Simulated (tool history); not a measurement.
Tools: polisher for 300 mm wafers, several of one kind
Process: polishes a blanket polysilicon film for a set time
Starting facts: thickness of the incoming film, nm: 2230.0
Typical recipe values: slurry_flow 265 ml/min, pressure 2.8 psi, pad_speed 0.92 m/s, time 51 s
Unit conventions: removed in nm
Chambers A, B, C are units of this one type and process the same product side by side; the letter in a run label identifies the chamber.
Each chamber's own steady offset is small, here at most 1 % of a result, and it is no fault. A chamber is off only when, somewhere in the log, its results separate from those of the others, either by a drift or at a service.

{"run": "1C", "hour": 6.6, "slurry_flow": 265, "pressure": 2.8, "pad_speed": 0.92, "time": 51, "removed": 348.55}
{"run": "2A", "hour": 18.0, "slurry_flow": 265, "pressure": 2.8, "pad_speed": 0.92, "time": 51, "removed": 358.61}
{"run": "3B", "hour": 26.6, "slurry_flow": 265, "pressure": 2.8, "pad_speed": 0.92, "time": 51, "removed": 347.86}
{"hour": 38.5, "done": "chamber B: worn pad replaced by a new one"}
{"run": "4A", "hour": 39.6, "slurry_flow": 265, "pressure": 2.8, "pad_speed": 0.92, "time": 51, "removed": 355.12}
{"run": "5B", "hour": 49.6, "slurry_flow": 265, "pressure": 2.8, "pad_speed": 0.92, "time": 51, "removed": 349.49}
{"run": "6C", "hour": 64.8, "slurry_flow": 265, "pressure": 2.8, "pad_speed": 0.92, "time": 51, "removed": 349.29}
{"run": "7A", "hour": 77.3, "slurry_flow": 265, "pressure": 2.8, "pad_speed": 0.92, "time": 51, "removed": 351.68}
{"run": "8C", "hour": 91.3, "slurry_flow": 265, "pressure": 2.8, "pad_speed": 0.92, "time": 51, "removed": 345.59}
{"run": "9B", "hour": 98.2, "slurry_flow": 265, "pressure": 2.8, "pad_speed": 0.92, "time": 51, "removed": 343.87}
{"hour": 100.9, "done": "chamber B: slurry nozzle cleaned"}
{"run": "10A", "hour": 107.0, "slurry_flow": 265, "pressure": 2.8, "pad_speed": 0.92, "time": 51, "removed": 352.25}
{"hour": 116.2, "done": "chamber B: worn pad replaced by a new one"}
{"run": "11B", "hour": 121.1, "slurry_flow": 265, "pressure": 2.8, "pad_speed": 0.92, "time": 51, "removed": 341.75}
{"run": "12C", "hour": 132.0, "slurry_flow": 265, "pressure": 2.8, "pad_speed": 0.92, "time": 51, "removed": 344.91}
{"run": "13A", "hour": 144.3, "slurry_flow": 265, "pressure": 2.8, "pad_speed": 0.92, "time": 51, "removed": 355.03}
{"hour": 146.4, "done": "chamber A: worn pad replaced by a new one"}
{"run": "14B", "hour": 155.4, "slurry_flow": 265, "pressure": 2.8, "pad_speed": 0.92, "time": 51, "removed": 350.52}
{"run": "15C", "hour": 168.1, "slurry_flow": 265, "pressure": 2.8, "pad_speed": 0.92, "time": 51, "removed": 339.86}
{"run": "16B", "hour": 174.7, "slurry_flow": 265, "pressure": 2.8, "pad_speed": 0.92, "time": 51, "removed": 353.25}
{"hour": 175.6, "done": "chamber A: head pressure recalibrated"}
{"run": "17A", "hour": 183.5, "slurry_flow": 265, "pressure": 2.8, "pad_speed": 0.92, "time": 51, "removed": 357.98}
{"run": "18C", "hour": 192.7, "slurry_flow": 265, "pressure": 2.8, "pad_speed": 0.92, "time": 51, "removed": 341.88}
{"run": "19C", "hour": 202.7, "slurry_flow": 265, "pressure": 2.8, "pad_speed": 0.7, "time": 51, "removed": 257.69}
{"hour": 206.1, "done": "chamber B: worn pad replaced by a new one"}
{"run": "20A", "hour": 209.5, "slurry_flow": 265, "pressure": 2.8, "pad_speed": 0.7, "time": 51, "removed": 269.13}
{"run": "21B", "hour": 219.5, "slurry_flow": 265, "pressure": 2.8, "pad_speed": 0.7, "time": 51, "removed": 264.32}
{"run": "22B", "hour": 230.8, "slurry_flow": 265, "pressure": 2.8, "pad_speed": 0.92, "time": 51, "removed": 342.54}
{"run": "23A", "hour": 238.1, "slurry_flow": 265, "pressure": 2.8, "pad_speed": 0.92, "time": 51, "removed": 352.44}
{"run": "24C", "hour": 246.2, "slurry_flow": 265, "pressure": 2.8, "pad_speed": 0.92, "time": 51, "removed": 331.48}
{"run": "25C", "hour": 257.5, "slurry_flow": 265, "pressure": 2.8, "pad_speed": 0.92, "time": 51, "removed": 334.69}
{"run": "26A", "hour": 271.5, "slurry_flow": 265, "pressure": 2.8, "pad_speed": 0.92, "time": 51, "removed": 356.31}
{"run": "27B", "hour": 281.4, "slurry_flow": 265, "pressure": 2.8, "pad_speed": 0.92, "time": 51, "removed": 344.18}
{"hour": 286.7, "done": "chamber B: worn pad replaced by a new one"}
{"hour": 287.1, "done": "chamber C: slurry nozzle cleaned"}
{"run": "28B", "hour": 294.6, "slurry_flow": 265, "pressure": 2.8, "pad_speed": 0.92, "time": 51, "removed": 350.53}
{"hour": 302.9, "done": "chamber A: worn pad replaced by a new one"}
{"run": "29C", "hour": 305.0, "slurry_flow": 265, "pressure": 2.8, "pad_speed": 0.92, "time": 51, "removed": 321.72}
{"run": "30A", "hour": 313.7, "slurry_flow": 265, "pressure": 2.8, "pad_speed": 0.92, "time": 51, "removed": 355.08}
{"run": "31B", "hour": 322.8, "slurry_flow": 265, "pressure": 2.5, "pad_speed": 0.92, "time": 51, "removed": 304.02}
{"run": "32C", "hour": 332.4, "slurry_flow": 265, "pressure": 2.5, "pad_speed": 0.92, "time": 51, "removed": 290.6}
{"run": "33A", "hour": 339.7, "slurry_flow": 265, "pressure": 2.5, "pad_speed": 0.92, "time": 51, "removed": 311.08}
{"run": "34B", "hour": 353.8, "slurry_flow": 265, "pressure": 2.8, "pad_speed": 0.92, "time": 51, "removed": 351.23}
{"run": "35C", "hour": 368.4, "slurry_flow": 265, "pressure": 2.8, "pad_speed": 0.92, "time": 51, "removed": 318.07}
{"hour": 369.3, "done": "chamber B: worn pad replaced by a new one"}
{"run": "36A", "hour": 380.1, "slurry_flow": 265, "pressure": 2.8, "pad_speed": 0.92, "time": 51, "removed": 360.74}
{"run": "37C", "hour": 389.2, "slurry_flow": 265, "pressure": 2.8, "pad_speed": 0.92, "time": 51, "removed": 324.21}
{"run": "38B", "hour": 396.3, "slurry_flow": 265, "pressure": 2.2, "pad_speed": 1.24, "time": 51, "removed": 373.2}
{"hour": 405.2, "done": "chamber B: head pressure recalibrated"}
{"run": "39A", "hour": 408.8, "slurry_flow": 265, "pressure": 2.2, "pad_speed": 1.24, "time": 51, "removed": 378.38}
{"run": "40C", "hour": 417.3, "slurry_flow": 265, "pressure": 2.2, "pad_speed": 1.24, "time": 51, "removed": 338.89}
{"run": "41A", "hour": 427.8, "slurry_flow": 265, "pressure": 1.9, "pad_speed": 1.12, "time": 51, "removed": 293.89}
{"run": "42B", "hour": 436.5, "slurry_flow": 265, "pressure": 1.9, "pad_speed": 1.12, "time": 51, "removed": 294.96}

Has any chamber moved away from the others, gradually or after a service, or does the common gauge drift, or do the chambers differ only by their own small steady offsets? State the chamber and the most likely cause if one applies.

Chamber C drifts away from the others.
Cause: removal rate lost through wear of the pad, % = 8.49.
The log might look much the same if the cause were instead: head's pressure below its setpoint, %.

Here are 4 candidates for chamber C's next run, each the usual settings with a change, their results left as question marks. Which one brings its results back in line with what the others give on the usual settings?
Maximum distance from the other chambers' mean on the usual settings for a result to count as in line: removed 10.00 nm
{"run": "43C-1", "hour": 447.4, "slurry_flow": 265, "pressure": 2.8, "pad_speed": 0.94, "time": 52, "removed": "?"}
{"run": "43C-2", "hour": 447.4, "slurry_flow": 265, "pressure": 2.9, "pad_speed": 0.94, "time": 53, "removed": "?"}
{"run": "43C-3", "hour": 447.4, "slurry_flow": 265, "pressure": 2.7, "pad_speed": 0.9, "time": 49, "removed": "?"}
{"run": "43C-4", "hour": 447.4, "slurry_flow": 265, "pressure": 2.8, "pad_speed": 0.9, "time": 50, "removed": "?"}

Mean of the other chambers on the usual settings: removed 352.35 nm
run=43C-1 removed=333.65
run=43C-2 removed=352.35
run=43C-3 removed=289.96
run=43C-4 removed=306.96
43C-2 is the one that brings the chamber's results back in line with the other chambers.
